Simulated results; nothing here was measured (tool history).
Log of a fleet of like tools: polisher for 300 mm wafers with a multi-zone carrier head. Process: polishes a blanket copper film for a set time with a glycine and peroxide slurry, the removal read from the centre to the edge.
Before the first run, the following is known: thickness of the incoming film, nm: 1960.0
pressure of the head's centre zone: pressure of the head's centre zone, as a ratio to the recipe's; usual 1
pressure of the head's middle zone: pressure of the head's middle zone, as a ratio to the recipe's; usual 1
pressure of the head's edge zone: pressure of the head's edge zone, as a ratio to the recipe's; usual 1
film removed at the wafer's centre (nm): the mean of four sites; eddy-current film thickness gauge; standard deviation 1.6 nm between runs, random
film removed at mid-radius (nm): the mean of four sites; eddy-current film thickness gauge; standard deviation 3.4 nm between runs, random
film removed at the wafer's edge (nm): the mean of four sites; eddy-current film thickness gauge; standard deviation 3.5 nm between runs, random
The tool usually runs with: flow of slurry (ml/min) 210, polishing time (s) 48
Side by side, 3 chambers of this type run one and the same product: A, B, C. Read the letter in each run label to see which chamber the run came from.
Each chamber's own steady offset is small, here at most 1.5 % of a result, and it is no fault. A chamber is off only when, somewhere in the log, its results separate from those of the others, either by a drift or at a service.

run   hour  flow of slurry (ml/min)  pressure of the head's centre zone  pressure of the head's middle zone  pressure of the head's edge zone  polishing time (s)  wafers polished on this pad  hours since the slurry nozzle was cleaned  hours since the centre zone pressure was calibrated  hours since the edge zone pressure was calibrated  film removed at the wafer's centre (nm)  film removed at mid-radius (nm)  film removed at the wafer's edge (nm)
 1C    2.8                      210                                   1                                   1                                 1                  48                          330                                      480.4                                                239.8                                              195.9                                   232.75                           229.45                                 228.66
 2A    8.3                      210                                   1                                   1                                 1                  48                          592                                      353.9                                                953.3                                              317.6                                   231.86                           232.02                                 234.99
 3B   11.5                      210                                   1                                   1                                 1                  48                          794                                       68.3                                                205.4                                                324                                   237.27                           230.38                                 234.56
      13.8  -- chamber B: worn pad replaced by a new one
 4C   14.7                      210                                   1                                   1                                 1                  48                          451                                      492.3                                                251.7                                              207.8                                    231.5                           226.15                                 238.71
 5A   20.8                      210                                   1                                   1                                 1                  48                          719                                      366.4                                                965.8                                              330.1                                   235.24                           232.79                                 237.35
 6B   27.2                      210                                   1                                   1                                 1                  48                          137                                         84                                                221.1                                              339.7                                   233.86                            228.1                                 238.62
 7B   31.4                      210                                   1                                   1                                 1                  58                          180                                       88.2                                                225.3                                              343.9                                   282.83                           279.38                                 285.89
      31.5  -- chamber C: worn pad replaced by a new one
 8A   37.1                      210                                   1                                   1                                 1                  58                          885                                      382.7                                                982.1                                              346.4                                   278.68                           282.06                                 281.73
 9C     42                      210                                   1                                   1                                 1                  58                          107                                      519.6                                                  279                                              235.1                                   282.47                           279.45                                 287.78
10A   47.4                      210                                   1                                   1                                 1                  48                          990                                        393                                                992.4                                              356.7                                   233.33                           235.36                                 229.95
11C   50.9                      210                                   1                                   1                                 1                  48                          198                                      528.5                                                287.9                                                244                                   235.15                           230.81                                 228.63
12B   54.7                      210                                   1                                   1                                 1                  48                          417                                      111.5                                                248.6                                              367.2                                   235.03                           228.84                                 225.43
13C   58.4                      210                                   1                                   1                                 1                  48                          274                                        536                                                295.4                                              251.5                                   232.31                           229.86                                 226.99
      61.8  -- chamber A: worn pad replaced by a new one
14A   62.3                      210                                   1                                   1                                 1                  48                            5                                      407.9                                               1007.3                                              371.6                                   230.51                           237.91                                 238.05
15B   68.7                      210                                   1                                   1                                 1                  48                          559                                      125.5                                                262.6                                              381.2                                   236.04                            230.9                                 229.99
16C   73.7                      210                                   1                                   1                                 1                  48                          430                                      551.3                                                310.7                                              266.8                                   233.68                           227.63                                 232.72
17A   79.9                      210                                   1                                   1                                 1                  48                          184                                      425.5                                               1024.9                                              389.2                                   231.03                           233.46                                 230.49
18B   83.5                      210                                   1                                   1                              0.89                  48                          710                                      140.3                                                277.4                                                396                                   235.23                           226.48                                 217.56
19A   87.7                      210                                   1                                   1                              0.89                  48                          264                                      433.3                                               1032.7                                                397                                   231.31                           226.38                                 221.24
20B     93                      210                                   1                                   1                              0.89                  48                          807                                      149.8                                                286.9                                              405.5                                   234.84                           231.71                                 219.83
21C   96.9                      210                                   1                                   1                                 1                  48                          666                                      574.5                                                333.9                                                290                                   232.62                           234.76                                 239.03
       102  -- chamber A: centre zone pressure recalibrated
22A    102                      210                                   1                                   1                                 1                  48                          409                                      447.6                                                  0.1                                              411.3                                   230.93                           235.62                                 230.08
     106.9  -- chamber B: worn pad replaced by a new one
23C  108.1                      210                                   1                                   1                                 1                  48                          780                                      585.7                                                345.1                                              301.2                                   234.65                           230.74                                 230.74
     111.3  -- chamber C: worn pad replaced by a new one
24B  111.6                      210                                   1                                   1                                 1                  48                           47                                      168.4                                                305.5                                              424.1                                   233.71                           235.78                                 231.13
25B  117.1                      210                                   1                                   1                                 1                  48                          103                                      173.9                                                  311                                              429.6                                   234.93                           231.24                                 236.24
26A  121.1                      210                                 1.1                                   1                              1.07                  48                          604                                      466.7                                                 19.2                                              430.4                                   260.35                           228.82                                 244.16
27C  126.9                      210                                 1.1                                   1                              1.07                  48                          159                                      604.5                                                363.9                                                320                                   259.03                           230.58                                 238.17
28A  132.9                      210                                 1.1                                   1                              1.07                  48                          724                                      478.5                                                   31                                              442.2                                   260.12                           236.48                                 245.71
29C  137.1                      210                                   1                                   1                                 1                  48                          263                                      614.7                                                374.1                                              330.2                                   235.09                           227.67                                 230.94
30B  141.1                      210                                   1                                   1                                 1                  48                          348                                      197.9                                                  335                                              453.6                                   234.43                           232.37                                 235.02
31B    144                      210                                   1                                   1                                 1                  48                          377                                      200.8                                                337.9                                              456.5                                   236.52                           236.25                                 231.85

Has any chamber moved away from the others, gradually or after a service, or does the common gauge drift, or do the chambers differ only by their own small steady offsets? State the chamber and the most likely cause if one applies.

All chambers stay in line apart from their small fixed offsets, and the gauge does not drift.
